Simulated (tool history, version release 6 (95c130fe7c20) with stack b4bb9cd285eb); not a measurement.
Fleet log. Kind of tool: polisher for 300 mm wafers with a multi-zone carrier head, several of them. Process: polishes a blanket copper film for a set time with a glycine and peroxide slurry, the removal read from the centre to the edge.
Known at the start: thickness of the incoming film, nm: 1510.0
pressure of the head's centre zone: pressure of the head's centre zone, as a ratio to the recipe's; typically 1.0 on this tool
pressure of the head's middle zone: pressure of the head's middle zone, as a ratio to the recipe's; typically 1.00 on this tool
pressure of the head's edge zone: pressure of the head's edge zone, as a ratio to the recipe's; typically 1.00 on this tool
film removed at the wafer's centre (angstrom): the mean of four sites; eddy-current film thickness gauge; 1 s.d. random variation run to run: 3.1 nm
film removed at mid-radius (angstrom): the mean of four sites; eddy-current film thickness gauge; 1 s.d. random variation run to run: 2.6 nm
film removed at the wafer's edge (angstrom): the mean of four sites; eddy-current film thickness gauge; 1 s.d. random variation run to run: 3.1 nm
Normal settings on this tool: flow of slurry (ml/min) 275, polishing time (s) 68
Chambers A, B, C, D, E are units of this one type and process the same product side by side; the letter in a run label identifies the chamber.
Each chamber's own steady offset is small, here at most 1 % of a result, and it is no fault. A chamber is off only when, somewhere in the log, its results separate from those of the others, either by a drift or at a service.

run,day,flow of slurry (ml/min),pressure of the head's centre zone,pressure of the head's middle zone,pressure of the head's edge zone,polishing time (s),wafers polished on this pad,hours since the slurry nozzle was cleaned,hours since the centre zone pressure was calibrated,hours since the edge zone pressure was calibrated,film removed at the wafer's centre (angstrom),film removed at mid-radius (angstrom),film removed at the wafer's edge (angstrom)
1B,0.292,275,1.0,1.00,1.00,68,325,291.0,972.5,431.3,2849.2,2902.5,2900.8
2A,0.533,275,1.0,1.00,1.00,68,979,535.8,307.3,949.5,2878.7,2814.9,2780.9
# day 0.592: chamber C: slurry nozzle cleaned
3E,0.933,275,1.0,1.00,1.00,68,288,788.4,515.1,479.7,2894.5,2880.2,2866.4
# day 1.208: chamber E: centre zone pressure recalibrated
4D,1.333,275,1.0,1.00,1.00,68,290,701.0,213.6,936.6,2853.2,2883.0,2881.3
# day 1.462: chamber A: worn pad replaced by a new one
# day 1.604: chamber E: edge zone pressure recalibrated
5C,1.821,275,1.0,1.09,1.00,90,651,29.6,200.3,53.6,3804.9,4165.2,3752.1
# day 1.829: chamber E: slurry nozzle cleaned
# day 1.875: chamber B: worn pad replaced by a new one
6B,2.058,275,1.0,1.09,1.00,90,38,333.4,1014.9,473.7,3768.8,4137.8,3787.1
# day 2.208: chamber B: centre zone pressure recalibrated
7D,2.429,275,1.0,1.09,1.00,90,521,727.3,239.9,962.9,3801.6,4060.0,3847.8
8E,2.883,275,1.0,1.09,1.00,90,698,25.4,40.2,30.8,3802.4,4203.9,3778.7
# day 3.138: chamber D: edge zone pressure recalibrated
9C,3.279,275,1.0,1.09,1.00,90,957,64.6,235.3,88.6,3777.2,4162.4,3853.0
# day 3.321: chamber D: slurry nozzle cleaned
# day 3.362: chamber C: worn pad replaced by a new one
10A,3.538,210,1.0,1.00,1.00,68,437,607.9,379.4,1021.6,2857.5,2785.0,2781.6
11E,3.912,210,1.0,1.00,1.00,68,914,50.1,64.9,55.5,2784.0,2728.5,2827.6
# day 4.042: chamber E: worn pad replaced by a new one
12D,4.346,210,1.0,1.00,1.00,68,924,24.6,285.9,29.0,2773.9,2822.8,2786.7
13A,4.675,210,1.0,1.00,1.00,68,676,635.2,406.7,1048.9,2771.6,2736.6,2718.7
# day 4.812: chamber A: edge zone pressure recalibrated
# day 4.921: chamber B: worn pad replaced by a new one
14B,4.933,210,1.0,1.00,1.00,68,2,402.4,65.4,542.7,2762.9,2773.7,2799.4
15C,5.158,275,1.0,1.09,0.91,68,377,109.7,280.4,133.7,2850.6,3147.7,2717.8
16B,5.600,275,1.0,1.09,0.91,68,143,418.4,81.4,558.7,2869.9,3126.7,2721.2
# day 5.825: chamber D: worn pad replaced by a new one
17A,6.092,275,1.0,1.09,0.91,68,974,669.2,440.7,30.8,2928.1,3074.6,2736.7
18D,6.462,275,1.0,1.09,0.91,68,134,75.4,336.7,79.8,2839.4,3160.2,2737.9
19C,6.783,275,1.0,1.09,0.91,68,719,148.7,319.4,172.7,2861.7,3131.4,2709.3
# day 7.042: chamber A: worn pad replaced by a new one
20E,7.208,275,1.0,1.00,1.00,68,666,129.2,144.0,134.6,2879.3,2914.2,2844.3
21E,7.454,275,1.0,1.00,1.00,68,718,135.1,149.9,140.5,2898.1,2882.2,2955.5
22C,7.675,275,1.0,1.00,1.00,68,906,170.1,340.8,194.1,2884.2,2874.0,2849.3
# day 7.717: chamber E: worn pad replaced by a new one
# day 7.729: chamber B: worn pad replaced by a new one
23A,8.154,275,1.0,1.00,1.00,68,234,718.7,490.2,80.3,2853.5,2813.7,2820.1
# day 8.346: chamber C: worn pad replaced by a new one
24D,8.483,275,1.0,1.00,1.00,68,559,123.9,385.2,128.3,2850.5,2815.7,2919.8
# day 8.533: chamber C: centre zone pressure recalibrated
25B,8.975,275,1.0,1.00,1.00,68,262,499.4,162.4,639.7,2835.4,2885.0,2830.5
26E,9.483,275,1.0,1.00,1.00,68,371,183.8,198.6,189.2,2873.1,2891.6,2891.2
27C,9.988,275,1.0,1.00,1.00,68,345,225.6,34.9,249.6,2915.7,2863.9,2848.3
28B,10.496,275,1.0,1.00,1.00,68,581,535.9,198.9,676.2,2929.6,2863.2,2890.8
29A,10.762,275,1.0,1.00,1.00,68,782,781.3,552.8,142.9,2897.6,2828.4,2816.6
# day 11.012: chamber B: worn pad replaced by a new one
30D,11.254,275,1.0,1.00,1.00,68,1142,190.4,451.7,194.8,2849.8,2842.3,2888.9
# day 11.625: chamber A: worn pad replaced by a new one
31D,11.738,275,1.0,1.00,1.00,68,1244,202.0,463.3,206.4,2823.5,2856.7,2897.9
32E,11.958,275,1.0,1.00,1.00,68,892,243.2,258.0,248.6,2931.0,2903.8,2860.7
# day 11.967: chamber E: worn pad replaced by a new one
33B,12.425,275,1.0,1.00,1.00,68,297,582.2,245.2,722.5,2874.0,2879.8,2852.4
# day 12.450: chamber D: worn pad replaced by a new one
# day 12.788: chamber C: worn pad replaced by a new one
34C,12.804,275,1.0,1.00,1.00,68,4,293.2,102.5,317.2,2901.9,2883.5,2836.3
35A,13.075,275,1.0,1.00,1.00,68,305,836.8,608.3,198.4,2831.7,2850.1,2900.0
36C,13.512,275,1.0,1.00,1.00,68,153,310.2,119.5,334.2,2834.0,2906.1,2805.6
37D,13.850,215,1.0,1.00,1.09,68,294,252.7,514.0,257.1,2725.1,2778.9,2918.8
# day 13.962: chamber B: worn pad replaced by a new one
38B,14.233,215,1.0,1.00,1.09,68,57,625.6,288.6,765.9,2770.2,2840.2,2962.0
39E,14.725,215,1.0,1.00,1.09,68,580,309.6,324.4,315.0,2811.3,2798.9,2942.7
40A,15.058,215,1.0,1.00,1.09,68,722,884.4,655.9,246.0,2770.7,2749.2,2970.7

Decide between three cases: one chamber stands off from its peers, the gauge reading all wafers drifts, or nothing is wrong past each chamber's small offset. Where a chamber is off, say which and what most likely put it there.

No chamber is off and the gauge is stable; the differences are just each chamber's small, constant offset.

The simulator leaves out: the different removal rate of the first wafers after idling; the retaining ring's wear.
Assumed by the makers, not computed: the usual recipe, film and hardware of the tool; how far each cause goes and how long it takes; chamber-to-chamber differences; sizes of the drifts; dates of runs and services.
